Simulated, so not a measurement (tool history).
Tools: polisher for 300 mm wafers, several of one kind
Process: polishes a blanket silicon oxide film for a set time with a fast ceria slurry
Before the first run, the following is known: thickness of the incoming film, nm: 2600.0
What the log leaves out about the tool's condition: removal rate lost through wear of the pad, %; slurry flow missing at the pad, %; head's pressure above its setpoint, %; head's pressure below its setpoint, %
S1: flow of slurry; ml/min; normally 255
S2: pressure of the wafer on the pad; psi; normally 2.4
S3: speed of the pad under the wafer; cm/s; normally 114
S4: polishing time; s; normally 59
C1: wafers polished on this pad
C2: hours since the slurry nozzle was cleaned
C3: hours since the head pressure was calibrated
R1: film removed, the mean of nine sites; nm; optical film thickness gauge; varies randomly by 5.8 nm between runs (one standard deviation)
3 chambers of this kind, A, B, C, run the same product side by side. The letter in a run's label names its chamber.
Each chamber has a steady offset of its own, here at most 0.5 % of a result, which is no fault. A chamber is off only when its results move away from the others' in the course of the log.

run 1B hour=7.0 | S1=255 S2=2.4 S3=114 S4=59 | C1=722 C2=207.3 C3=311.5 | R1=828.66
run 2A hour=13.8 | S1=255 S2=2.4 S3=114 S4=59 | C1=837 C2=44.9 C3=23.8 | R1=828.46
-- hour=22.2 chamber C: head pressure recalibrated
run 3C hour=26.9 | S1=255 S2=2.4 S3=114 S4=59 | C1=853 C2=288.8 C3=4.8 | R1=820.33
run 4B hour=36.5 | S1=255 S2=2.4 S3=114 S4=59 | C1=1062 C2=236.8 C3=341.0 | R1=831.62
run 5C hour=43.2 | S1=255 S2=2.4 S3=114 S4=59 | C1=1041 C2=305.1 C3=21.1 | R1=831.10
-- hour=48.1 chamber A: worn pad replaced by a new one
-- hour=54.7 chamber C: worn pad replaced by a new one
run 6A hour=54.8 | S1=255 S2=2.4 S3=114 S4=59 | C1=77 C2=85.9 C3=64.8 | R1=819.13
run 7C hour=65.4 | S1=255 S2=1.8 S3=114 S4=49 | C1=124 C2=327.3 C3=43.3 | R1=507.74
run 8B hour=78.5 | S1=255 S2=1.8 S3=114 S4=49 | C1=1546 C2=278.8 C3=383.0 | R1=505.86
run 9A hour=89.6 | S1=255 S2=1.8 S3=114 S4=49 | C1=478 C2=120.7 C3=99.6 | R1=513.19
run 10C hour=102.6 | S1=255 S2=2.4 S3=114 S4=59 | C1=552 C2=364.5 C3=80.5 | R1=825.31
run 11B hour=109.7 | S1=255 S2=2.4 S3=114 S4=59 | C1=1905 C2=310.0 C3=414.2 | R1=820.41
run 12A hour=119.6 | S1=255 S2=2.4 S3=114 S4=59 | C1=823 C2=150.7 C3=129.6 | R1=821.18
run 13B hour=130.4 | S1=225 S2=2.0 S3=114 S4=59 | C1=2144 C2=330.7 C3=434.9 | R1=668.41
run 14A hour=139.6 | S1=225 S2=2.0 S3=114 S4=59 | C1=1054 C2=170.7 C3=149.6 | R1=666.96
-- hour=142.6 chamber A: worn pad replaced by a new one
-- hour=143.8 chamber B: head pressure recalibrated
run 15C hour=148.7 | S1=225 S2=2.0 S3=114 S4=59 | C1=1083 C2=410.6 C3=126.6 | R1=675.93
-- hour=158.4 chamber C: worn pad replaced by a new one
run 16A hour=158.4 | S1=255 S2=2.4 S3=114 S4=59 | C1=182 C2=189.5 C3=168.4 | R1=819.97
run 17C hour=167.4 | S1=255 S2=2.4 S3=114 S4=59 | C1=103 C2=429.3 C3=145.3 | R1=822.72
run 18B hour=179.0 | S1=255 S2=2.4 S3=114 S4=59 | C1=2704 C2=379.3 C3=35.2 | R1=806.51
-- hour=183.9 chamber C: slurry nozzle cleaned
-- hour=192.0 chamber A: slurry nozzle cleaned
run 19A hour=192.1 | S1=255 S2=2.4 S3=114 S4=59 | C1=570 C2=0.1 C3=202.1 | R1=839.18
run 20B hour=205.0 | S1=255 S2=2.4 S3=114 S4=59 | C1=3003 C2=405.3 C3=61.2 | R1=803.02
run 21C hour=218.9 | S1=255 S2=2.4 S3=114 S4=59 | C1=697 C2=35.1 C3=196.8 | R1=828.14
run 22B hour=227.1 | S1=255 S2=2.1 S3=114 S4=59 | C1=3258 C2=427.4 C3=83.3 | R1=694.63
-- hour=231.6 chamber A: worn pad replaced by a new one
run 23C hour=240.2 | S1=255 S2=2.1 S3=114 S4=59 | C1=942 C2=56.4 C3=218.1 | R1=714.26
-- hour=246.9 chamber C: worn pad replaced by a new one
run 24A hour=247.7 | S1=255 S2=2.1 S3=114 S4=59 | C1=185 C2=55.7 C3=257.7 | R1=716.60
run 25B hour=261.8 | S1=255 S2=2.4 S3=114 S4=59 | C1=3657 C2=462.1 C3=118.0 | R1=787.56
run 26C hour=272.9 | S1=255 S2=2.4 S3=114 S4=59 | C1=299 C2=89.1 C3=250.8 | R1=818.72
run 27A hour=283.2 | S1=255 S2=2.4 S3=114 S4=59 | C1=594 C2=91.2 C3=293.2 | R1=823.98
run 28B hour=292.5 | S1=255 S2=2.4 S3=114 S4=59 | C1=4011 C2=492.8 C3=148.7 | R1=776.47
run 29C hour=301.5 | S1=255 S2=2.4 S3=114 S4=59 | C1=629 C2=117.7 C3=279.4 | R1=824.43
run 30A hour=312.3 | S1=255 S2=2.4 S3=114 S4=59 | C1=930 C2=120.3 C3=322.3 | R1=823.25
run 31B hour=323.9 | S1=255 S2=2.4 S3=114 S4=59 | C1=4373 C2=524.2 C3=180.1 | R1=762.64
run 32C hour=330.4 | S1=255 S2=2.4 S3=114 S4=59 | C1=962 C2=146.6 C3=308.3 | R1=821.61

Does one chamber stand apart from the rest, does the shared gauge drift, or is all well apart from small per-chamber offsets? Give the chamber and the most likely cause, where there is one.

Little by little, chamber B moves away from the other chambers.
Likeliest cause: removal rate lost through wear of the pad, % = 8.48.

Here are 4 candidates for chamber B's next run, each the usual settings with a change, their results left as question marks. Which one brings its results back in line with what the others give on the usual settings?
In line means no further than this from the other chambers' mean on the usual settings: R1 20.00 nm
run 33B-1 hour=340.7 | S1=255 S2=2.4 S3=118 S4=62 | R1=?
run 33B-2 hour=340.7 | S1=380 S2=2.4 S3=114 S4=59 | R1=?
run 33B-3 hour=340.7 | S1=255 S2=2.3 S3=114 S4=56 | R1=?
run 33B-4 hour=340.7 | S1=255 S2=2.4 S3=112 S4=58 | R1=?

Average result of the remaining chambers running the usual settings: R1 826.41 nm
run=33B-1 R1=825.89
run=33B-2 R1=786.35
run=33B-3 R1=690.53
run=33B-4 R1=733.86
33B-1 is the one that brings the chamber's results back in line with the other chambers.
